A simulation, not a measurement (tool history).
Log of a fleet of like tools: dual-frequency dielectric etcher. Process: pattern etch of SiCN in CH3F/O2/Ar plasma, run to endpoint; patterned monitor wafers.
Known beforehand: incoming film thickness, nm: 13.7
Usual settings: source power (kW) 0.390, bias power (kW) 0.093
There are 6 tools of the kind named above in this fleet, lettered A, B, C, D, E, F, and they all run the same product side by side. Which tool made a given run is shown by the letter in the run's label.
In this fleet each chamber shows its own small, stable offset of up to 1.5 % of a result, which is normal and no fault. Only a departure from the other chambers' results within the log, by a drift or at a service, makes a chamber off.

run 1D hour=5.9 | source_power_(kW)=0.390 bias_power_(kW)=0.093 | endpoint_time_(s)=33.461
run 2C hour=10.4 | source_power_(kW)=0.390 bias_power_(kW)=0.093 | endpoint_time_(s)=33.203
run 3B hour=19.0 | source_power_(kW)=0.390 bias_power_(kW)=0.093 | endpoint_time_(s)=33.147
run 4A hour=24.5 | source_power_(kW)=0.390 bias_power_(kW)=0.093 | endpoint_time_(s)=33.476
run 5F hour=31.5 | source_power_(kW)=0.390 bias_power_(kW)=0.093 | endpoint_time_(s)=33.363
run 6E hour=40.6 | source_power_(kW)=0.390 bias_power_(kW)=0.093 | endpoint_time_(s)=33.832
run 7B hour=48.1 | source_power_(kW)=0.390 bias_power_(kW)=0.093 | endpoint_time_(s)=33.052
run 8D hour=56.0 | source_power_(kW)=0.390 bias_power_(kW)=0.093 | endpoint_time_(s)=33.096
run 9C hour=63.8 | source_power_(kW)=0.390 bias_power_(kW)=0.093 | endpoint_time_(s)=33.250
run 10E hour=70.3 | source_power_(kW)=0.390 bias_power_(kW)=0.093 | endpoint_time_(s)=33.688
run 11A hour=79.7 | source_power_(kW)=0.390 bias_power_(kW)=0.093 | endpoint_time_(s)=33.327
run 12F hour=88.5 | source_power_(kW)=0.390 bias_power_(kW)=0.093 | endpoint_time_(s)=33.453
-- hour=89.2 chamber D: wet clean of the chamber
run 13D hour=94.3 | source_power_(kW)=0.320 bias_power_(kW)=0.074 | endpoint_time_(s)=38.046
run 14C hour=98.5 | source_power_(kW)=0.320 bias_power_(kW)=0.074 | endpoint_time_(s)=38.856
-- hour=100.4 chamber A: source power generator calibrated
run 15E hour=107.8 | source_power_(kW)=0.320 bias_power_(kW)=0.074 | endpoint_time_(s)=39.289
-- hour=109.1 chamber B: wet clean of the chamber
run 16B hour=114.3 | source_power_(kW)=0.320 bias_power_(kW)=0.074 | endpoint_time_(s)=38.793
run 17F hour=120.8 | source_power_(kW)=0.320 bias_power_(kW)=0.074 | endpoint_time_(s)=39.087
run 18A hour=126.6 | source_power_(kW)=0.320 bias_power_(kW)=0.074 | endpoint_time_(s)=39.083
run 19D hour=135.5 | source_power_(kW)=0.390 bias_power_(kW)=0.093 | endpoint_time_(s)=32.544
run 20F hour=144.3 | source_power_(kW)=0.390 bias_power_(kW)=0.093 | endpoint_time_(s)=33.655
run 21E hour=150.6 | source_power_(kW)=0.390 bias_power_(kW)=0.101 | endpoint_time_(s)=32.507
run 22C hour=160.1 | source_power_(kW)=0.390 bias_power_(kW)=0.101 | endpoint_time_(s)=32.402
run 23A hour=166.3 | source_power_(kW)=0.390 bias_power_(kW)=0.101 | endpoint_time_(s)=32.533
run 24B hour=171.7 | source_power_(kW)=0.390 bias_power_(kW)=0.101 | endpoint_time_(s)=32.173
run 25C hour=178.8 | source_power_(kW)=0.390 bias_power_(kW)=0.101 | endpoint_time_(s)=32.255
run 26D hour=185.3 | source_power_(kW)=0.390 bias_power_(kW)=0.101 | endpoint_time_(s)=31.517
run 27E hour=190.2 | source_power_(kW)=0.390 bias_power_(kW)=0.093 | endpoint_time_(s)=33.700
run 28B hour=195.3 | source_power_(kW)=0.390 bias_power_(kW)=0.093 | endpoint_time_(s)=33.011
run 29F hour=204.7 | source_power_(kW)=0.390 bias_power_(kW)=0.093 | endpoint_time_(s)=33.568
run 30A hour=213.3 | source_power_(kW)=0.390 bias_power_(kW)=0.093 | endpoint_time_(s)=33.543
run 31C hour=217.7 | source_power_(kW)=0.390 bias_power_(kW)=0.093 | endpoint_time_(s)=33.110
run 32F hour=223.8 | source_power_(kW)=0.390 bias_power_(kW)=0.093 | endpoint_time_(s)=33.575
run 33A hour=230.6 | source_power_(kW)=0.390 bias_power_(kW)=0.093 | endpoint_time_(s)=33.451
-- hour=236.8 chamber F: wet clean of the chamber
run 34D hour=238.5 | source_power_(kW)=0.440 bias_power_(kW)=0.079 | endpoint_time_(s)=33.213
run 35E hour=242.7 | source_power_(kW)=0.440 bias_power_(kW)=0.079 | endpoint_time_(s)=34.147
run 36B hour=248.1 | source_power_(kW)=0.440 bias_power_(kW)=0.079 | endpoint_time_(s)=33.667
run 37B hour=252.5 | source_power_(kW)=0.440 bias_power_(kW)=0.079 | endpoint_time_(s)=33.580
run 38F hour=260.6 | source_power_(kW)=0.440 bias_power_(kW)=0.079 | endpoint_time_(s)=33.887
run 39C hour=264.8 | source_power_(kW)=0.440 bias_power_(kW)=0.079 | endpoint_time_(s)=33.670

For the next run the whole fleet of 6 chambers uses the same settings. Give each chamber's results:
run 40A hour=271.6 | source_power_(kW)=0.360 bias_power_(kW)=0.093 | endpoint_time_(s)=?
run 40B hour=271.6 | source_power_(kW)=0.360 bias_power_(kW)=0.093 | endpoint_time_(s)=?
run 40C hour=271.6 | source_power_(kW)=0.360 bias_power_(kW)=0.093 | endpoint_time_(s)=?
run 40D hour=271.6 | source_power_(kW)=0.360 bias_power_(kW)=0.093 | endpoint_time_(s)=?
run 40E hour=271.6 | source_power_(kW)=0.360 bias_power_(kW)=0.093 | endpoint_time_(s)=?
run 40F hour=271.6 | source_power_(kW)=0.360 bias_power_(kW)=0.093 | endpoint_time_(s)=?

run=40A endpoint_time_(s)=34.717
run=40B endpoint_time_(s)=34.015
run=40C endpoint_time_(s)=33.964
run=40D endpoint_time_(s)=33.886
run=40E endpoint_time_(s)=34.683
run=40F endpoint_time_(s)=34.749
